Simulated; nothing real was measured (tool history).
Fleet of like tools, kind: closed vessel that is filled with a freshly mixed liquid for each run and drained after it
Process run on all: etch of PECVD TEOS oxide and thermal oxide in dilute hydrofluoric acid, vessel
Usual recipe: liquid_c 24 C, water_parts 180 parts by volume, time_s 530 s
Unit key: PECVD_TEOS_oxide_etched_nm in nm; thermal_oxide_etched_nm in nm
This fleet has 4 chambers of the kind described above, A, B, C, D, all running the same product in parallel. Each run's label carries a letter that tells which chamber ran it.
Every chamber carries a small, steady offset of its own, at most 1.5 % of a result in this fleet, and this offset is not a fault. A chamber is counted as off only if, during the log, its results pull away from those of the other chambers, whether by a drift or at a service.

run,hour,liquid_c,water_parts,time_s,"read-back film thickness of the PECVD TEOS oxide reference wafer, read on the same gauge (nm)","read-back film thickness of the thermal oxide reference wafer, read on the same gauge (nm)",PECVD_TEOS_oxide_etched_nm,thermal_oxide_etched_nm
1A,7.9,24,180,530,70.005,140.03,39.875,13.0830
2C,14.4,24,180,530,70.012,140.02,40.527,12.8520
3D,21.4,24,180,530,69.980,139.99,40.700,13.0590
4B,28.0,24,180,530,70.007,140.02,39.664,12.5790
5B,33.7,24,180,530,70.022,140.00,39.909,12.6690
6A,37.8,24,180,530,70.038,140.01,40.053,13.0200
7C,45.4,24,180,530,69.974,140.02,39.993,13.0090
8D,51.2,24,180,530,70.026,139.96,40.954,12.8580
9B,55.8,24,180,530,70.017,140.02,40.215,12.8230
10C,60.3,24,180,530,69.992,140.00,40.000,12.8940
11A,67.9,20,180,530,70.007,139.98,34.274,11.2350
12D,74.9,20,180,530,69.987,140.00,35.141,11.0890
13B,81.5,20,180,530,70.031,139.97,34.193,10.8010
14A,88.3,20,180,530,70.011,140.01,34.243,11.1370
15C,92.5,24,180,530,69.975,140.01,40.039,12.7530
16D,99.4,24,180,420,70.036,139.98,32.211,10.2750
17C,107.5,24,180,420,70.019,140.00,31.515,10.1740
18B,111.7,24,180,420,69.976,139.97,31.529,9.9971
19D,116.9,24,180,420,69.962,140.01,32.279,10.2950
20A,121.6,24,180,530,70.027,140.00,39.771,12.9750
21C,126.3,24,180,530,69.987,140.00,39.273,12.6660
22A,132.2,24,180,530,69.975,140.01,40.175,12.9570
23B,138.2,24,180,530,70.060,140.02,40.299,12.6980
24D,143.0,24,180,530,69.997,140.01,40.490,12.9980
# hour 143.9: chamber D: thermometer replaced
25A,149.8,24,180,530,69.973,139.99,39.895,12.9530
26B,155.4,24,180,530,69.992,140.03,40.506,12.8300
27D,161.2,24,180,530,69.983,139.99,40.777,13.0320
28C,168.3,24,180,530,69.989,140.01,38.434,12.6070
29D,175.6,24,125,795,69.971,140.03,92.994,29.1420
30B,183.9,24,125,795,69.998,140.00,92.405,29.2990
31C,190.6,24,125,795,70.049,140.00,89.399,28.6720
32A,195.3,24,125,795,70.022,140.00,91.786,29.5300
33D,202.4,24,180,530,70.050,140.02,40.720,13.0630
34B,210.9,24,180,530,70.050,140.00,39.452,12.6800
35C,218.1,24,180,530,70.029,139.98,38.285,12.3710
# hour 222.0: chamber D: hydrofluoric acid flow meter replaced
36A,223.8,24,180,530,69.992,140.01,40.115,12.9540
37D,230.6,24,155,530,69.986,140.01,48.282,15.4280
38C,238.7,24,155,530,70.073,139.99,45.792,14.6230

For the next run the whole fleet of 4 chambers uses the same settings. Give each chamber's results:
39A,244.9,24,115,530,,,?,?
39B,244.9,24,115,530,,,?,?
39C,244.9,24,115,530,,,?,?
39D,244.9,24,115,530,,,?,?

run,PECVD_TEOS_oxide_etched_nm,thermal_oxide_etched_nm
39A,67.435,21.9830
39B,67.328,21.5800
39C,64.717,20.7980
39D,67.921,21.7620

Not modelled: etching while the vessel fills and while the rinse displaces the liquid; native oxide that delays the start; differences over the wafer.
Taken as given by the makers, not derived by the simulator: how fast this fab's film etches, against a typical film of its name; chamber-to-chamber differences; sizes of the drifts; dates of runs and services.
